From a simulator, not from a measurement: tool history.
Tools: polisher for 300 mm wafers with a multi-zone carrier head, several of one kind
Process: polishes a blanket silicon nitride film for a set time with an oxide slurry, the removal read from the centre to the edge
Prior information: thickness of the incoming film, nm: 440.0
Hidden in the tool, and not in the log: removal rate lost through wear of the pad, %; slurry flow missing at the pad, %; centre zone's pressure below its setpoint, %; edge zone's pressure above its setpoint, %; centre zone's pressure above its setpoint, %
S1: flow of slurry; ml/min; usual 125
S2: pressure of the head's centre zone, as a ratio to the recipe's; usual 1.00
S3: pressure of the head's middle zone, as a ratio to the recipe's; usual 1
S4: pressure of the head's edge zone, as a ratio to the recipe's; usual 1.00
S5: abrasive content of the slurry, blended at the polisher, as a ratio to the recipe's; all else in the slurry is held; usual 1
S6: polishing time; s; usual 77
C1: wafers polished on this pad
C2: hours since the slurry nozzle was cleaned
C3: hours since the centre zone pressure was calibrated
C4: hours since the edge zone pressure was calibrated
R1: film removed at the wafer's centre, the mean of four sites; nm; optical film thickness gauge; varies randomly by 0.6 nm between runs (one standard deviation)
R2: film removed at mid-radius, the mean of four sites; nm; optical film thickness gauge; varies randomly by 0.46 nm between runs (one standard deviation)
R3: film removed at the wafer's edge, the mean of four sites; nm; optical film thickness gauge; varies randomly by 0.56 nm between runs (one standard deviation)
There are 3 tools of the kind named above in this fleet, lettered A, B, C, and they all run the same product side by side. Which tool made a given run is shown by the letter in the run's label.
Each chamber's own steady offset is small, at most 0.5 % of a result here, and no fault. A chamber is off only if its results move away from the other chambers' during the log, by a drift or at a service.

run   hour   S1    S2  S3    S4  S5  S6    C1     C2     C3     C4      R1      R2      R3
       3.2  -- chamber C: worn pad replaced by a new one
 1A   12.8  125  1.00   1  1.00   1  77   537  500.0  142.4  403.7  73.832  73.888  75.339
      20.5  -- chamber A: worn pad replaced by a new one
 2B   25.3  125  1.00   1  1.00   1  77   435  168.5  372.7  389.3  74.915  74.253  73.948
 3C   40.3  125  1.00   1  1.00   1  77   304   94.8   94.4   74.4  74.450  73.055  73.854
 4A   47.4  125  1.00   1  1.00   1  77   220  534.6  177.0  438.3  74.568  72.830  74.305
 5C   58.3  125  1.00   1  1.00   1  77   451  112.8  112.4   92.4  74.640  74.724  74.498
 6B   69.2  125  1.08   1  1.00   1  87   794  212.4  416.6  433.2  89.988  84.095  83.646
 7B   85.0  125  1.08   1  1.00   1  87   923  228.2  432.4  449.0  90.146  83.214  82.954
 8C   99.0  125  1.08   1  1.00   1  87   785  153.5  153.1  133.1  92.034  82.895  83.689
     105.9  -- chamber A: worn pad replaced by a new one
 9A  110.7  125  1.00   1  1.00   1  77    39  597.9  240.3  501.6  72.885  74.304  74.199
10A  122.2  125  1.00   1  1.00   1  77   133  609.4  251.8  513.1  72.795  73.565  74.144
11B  135.4  125  1.00   1  1.00   1  77  1336  278.6  482.8  499.4  75.062  73.519  74.247
     139.8  -- chamber C: worn pad replaced by a new one
12C  151.1  125  1.00   1  1.00   1  77    92  205.6  205.2  185.2  74.825  73.337  74.636
13A  159.7  125  1.00   1  0.91   1  77   440  646.9  289.3  550.6  73.282  73.390  70.449
14B  167.8  125  1.00   1  0.91   1  77  1601  311.0  515.2  531.8  75.104  73.983  70.154
     169.5  -- chamber C: slurry nozzle cleaned
     171.0  -- chamber B: worn pad replaced by a new one
15C  178.5  125  1.00   1  0.91   1  77   316    9.1  232.6  212.6  73.080  74.100  71.004
     186.1  -- chamber A: slurry nozzle cleaned
16C  189.2  125  1.00   1  1.00   1  77   404   19.8  243.3  223.3  74.450  74.132  74.215
     192.0  -- chamber A: worn pad replaced by a new one
17A  201.6  125  1.00   1  1.00   1  77    78   15.5  331.2  592.5  74.042  75.109  75.183
18B  209.9  125  1.00   1  1.00   1  77   318  353.1  557.3  573.9  74.326  73.566  73.150
19A  223.8  125  1.00   1  1.00   1  77   260   37.7  353.4  614.7  73.274  74.536  74.310
20B  234.9  125  1.00   1  1.00   1  77   523  378.1  582.3  598.9  73.610  73.930  72.984
21C  246.2  125  1.00   1  1.00   1  77   871   76.8  300.3  280.3  74.910  74.740  73.973
22C  255.9  125  1.00   1  1.00   1  77   950   86.5  310.0  290.0  74.260  73.077  73.599
     259.8  -- chamber C: worn pad replaced by a new one
23A  263.6  125  1.00   1  1.00   1  77   586   77.5  393.2  654.5  73.886  73.897  73.627
     264.7  -- chamber A: worn pad replaced by a new one
24B  278.3  125  1.00   1  1.00   1  77   878  421.5  625.7  642.3  73.553  73.364  73.625
25B  292.3  125  1.00   1  1.00   1  77   993  435.5  639.7  656.3  74.981  73.473  73.299
26A  302.9  125  1.00   1  1.00   1  77   313  116.8  432.5  693.8  73.594  73.616  74.040
27C  315.7  125  1.00   1  1.00   1  77   458  146.3  369.8  349.8  74.373  73.354  73.922

All chambers now run identical settings, listed one chamber a line with results as question marks. What results will each chamber show?
28A  327.1  125  1.00   1  1.00   1  77                   ?   ?   ?
28B  327.1  125  1.00   1  1.00   1  77                   ?   ?   ?
28C  327.1  125  1.00   1  1.00   1  77                   ?   ?   ?

run      R1      R2      R3
28A  73.065  74.399  75.241
28B  73.905  73.479  73.549
28C  73.824  73.588  73.759

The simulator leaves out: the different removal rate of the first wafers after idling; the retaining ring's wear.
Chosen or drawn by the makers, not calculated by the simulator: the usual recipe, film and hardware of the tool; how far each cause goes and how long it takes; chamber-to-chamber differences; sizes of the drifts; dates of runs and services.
